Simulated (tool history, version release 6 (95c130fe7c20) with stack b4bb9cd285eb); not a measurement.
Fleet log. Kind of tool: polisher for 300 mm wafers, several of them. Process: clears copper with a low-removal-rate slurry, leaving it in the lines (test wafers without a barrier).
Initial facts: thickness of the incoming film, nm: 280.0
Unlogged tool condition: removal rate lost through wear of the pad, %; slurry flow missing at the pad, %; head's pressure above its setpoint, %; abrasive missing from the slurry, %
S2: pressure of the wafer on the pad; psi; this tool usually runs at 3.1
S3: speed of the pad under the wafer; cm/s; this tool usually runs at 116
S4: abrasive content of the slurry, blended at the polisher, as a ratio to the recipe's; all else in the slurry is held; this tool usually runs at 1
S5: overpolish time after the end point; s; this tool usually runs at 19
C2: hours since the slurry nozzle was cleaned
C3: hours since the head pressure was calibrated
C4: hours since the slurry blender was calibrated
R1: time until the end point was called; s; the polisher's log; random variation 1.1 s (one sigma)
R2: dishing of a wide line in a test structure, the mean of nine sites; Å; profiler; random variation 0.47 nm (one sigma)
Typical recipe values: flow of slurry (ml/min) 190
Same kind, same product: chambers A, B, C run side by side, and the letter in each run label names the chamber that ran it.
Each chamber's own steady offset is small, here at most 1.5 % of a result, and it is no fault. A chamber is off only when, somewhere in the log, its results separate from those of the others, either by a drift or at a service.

At day 0.167: chamber A: worn pad replaced by a new one.
Run 1A, day 0.3: usual settings; wafers polished on this pad 25; C2 148; C3 1116.5; C4 439.1. Result: R1 92.071 s, R2 306.99 Å.
At day 0.429: chamber B: head pressure recalibrated.
At day 0.45: chamber C: worn pad replaced by a new one.
Run 2B, day 0.633: usual settings; wafers polished on this pad 468; C2 25.1; C3 4.9; C4 247.1. Result: R1 92.698 s, R2 307.87 Å.
Run 3C, day 0.933: usual settings; wafers polished on this pad 93; C2 34; C3 1118.1; C4 45. Result: R1 94.407 s, R2 295.02 Å.
Run 4A, day 1.308: usual settings; wafers polished on this pad 220; C2 172.2; C3 1140.7; C4 463.3. Result: R1 91.47 s, R2 300.13 Å.
Run 5C, day 1.583: usual settings; wafers polished on this pad 218; C2 49.6; C3 1133.7; C4 60.6. Result: R1 94.488 s, R2 289.63 Å.
Run 6B, day 1.967: usual settings; wafers polished on this pad 725; C2 57.1; C3 36.9; C4 279.1. Result: R1 92.215 s, R2 302.89 Å.
Run 7C, day 2.167: usual settings; wafers polished on this pad 330; C2 63.6; C3 1147.7; C4 74.6. Result: R1 94.374 s, R2 295.15 Å.
Run 8B, day 2.371: usual settings; wafers polished on this pad 803; C2 66.8; C3 46.6; C4 288.8. Result: R1 92.21 s, R2 294.89 Å.
At day 2.4: chamber B: worn pad replaced by a new one.
At day 2.633: chamber A: slurry blender recalibrated.
Run 9A, day 2.633: usual settings; wafers polished on this pad 475; C2 204; C3 1172.5; C4 0. Result: R1 92.411 s, R2 304.64 Å.
Run 10B, day 2.821: usual settings; wafers polished on this pad 81; C2 77.6; C3 57.4; C4 299.6. Result: R1 93.93 s, R2 297.63 Å.
Run 11C, day 3.175: usual settings; wafers polished on this pad 524; C2 87.8; C3 1171.9; C4 98.8. Result: R1 94.77 s, R2 291.04 Å.
At day 3.258: chamber A: head pressure recalibrated.
Run 12A, day 3.417: usual settings; wafers polished on this pad 625; C2 222.8; C3 3.9; C4 18.8. Result: R1 85.859 s, R2 314.15 Å.
At day 3.433: chamber A: worn pad replaced by a new one.
Run 13C, day 3.692: usual settings; wafers polished on this pad 624; C2 100.2; C3 1184.3; C4 111.2. Result: R1 94.066 s, R2 293.76 Å.
Run 14A, day 4.012: usual settings; wafers polished on this pad 111; C2 237.1; C3 18.2; C4 33.1. Result: R1 87.228 s, R2 315.24 Å.
Run 15B, day 4.208: usual settings; wafers polished on this pad 348; C2 110.9; C3 90.7; C4 332.9. Result: R1 93.422 s, R2 298.96 Å.
At day 4.438: chamber C: slurry blender recalibrated.
Run 16B, day 4.479: usual settings; wafers polished on this pad 400; C2 117.4; C3 97.2; C4 339.4. Result: R1 93.939 s, R2 299.88 Å.
Run 17A, day 4.792: usual settings; wafers polished on this pad 261; C2 255.8; C3 36.9; C4 51.8. Result: R1 85.717 s, R2 306.27 Å.
Run 18C, day 5.083: usual settings; wafers polished on this pad 892; C2 133.6; C3 1217.7; C4 15.6. Result: R1 93.342 s, R2 294.04 Å.
Run 19C, day 5.267: usual settings; wafers polished on this pad 927; C2 138; C3 1222.1; C4 20. Result: R1 95.649 s, R2 291.98 Å.
At day 5.412: chamber B: slurry blender recalibrated.
Run 20A, day 5.533: usual settings; wafers polished on this pad 404; C2 273.6; C3 54.7; C4 69.6. Result: R1 87.813 s, R2 310.17 Å.
Run 21B, day 5.721: usual settings; wafers polished on this pad 639; C2 147.2; C3 127; C4 7.5. Result: R1 94.696 s, R2 294.15 Å.
Run 22B, day 5.912: usual settings; wafers polished on this pad 676; C2 151.8; C3 131.6; C4 12.1. Result: R1 92.899 s, R2 300.83 Å.
Run 23A, day 6.146: usual settings; wafers polished on this pad 522; C2 288.3; C3 69.4; C4 84.3. Result: R1 87.591 s, R2 326.95 Å.

Next, all 3 chambers run the settings below, one line each with question marks for the results. What does each chamber give?
Run 24A, day 6.433: usual settings. Result: R1 ?, R2 ?.
Run 24B, day 6.433: usual settings. Result: R1 ?, R2 ?.
Run 24C, day 6.433: usual settings. Result: R1 ?, R2 ?.

run      R1      R2
24A  86.622   319.1
24B  94.076  303.49
24C  93.924  300.18

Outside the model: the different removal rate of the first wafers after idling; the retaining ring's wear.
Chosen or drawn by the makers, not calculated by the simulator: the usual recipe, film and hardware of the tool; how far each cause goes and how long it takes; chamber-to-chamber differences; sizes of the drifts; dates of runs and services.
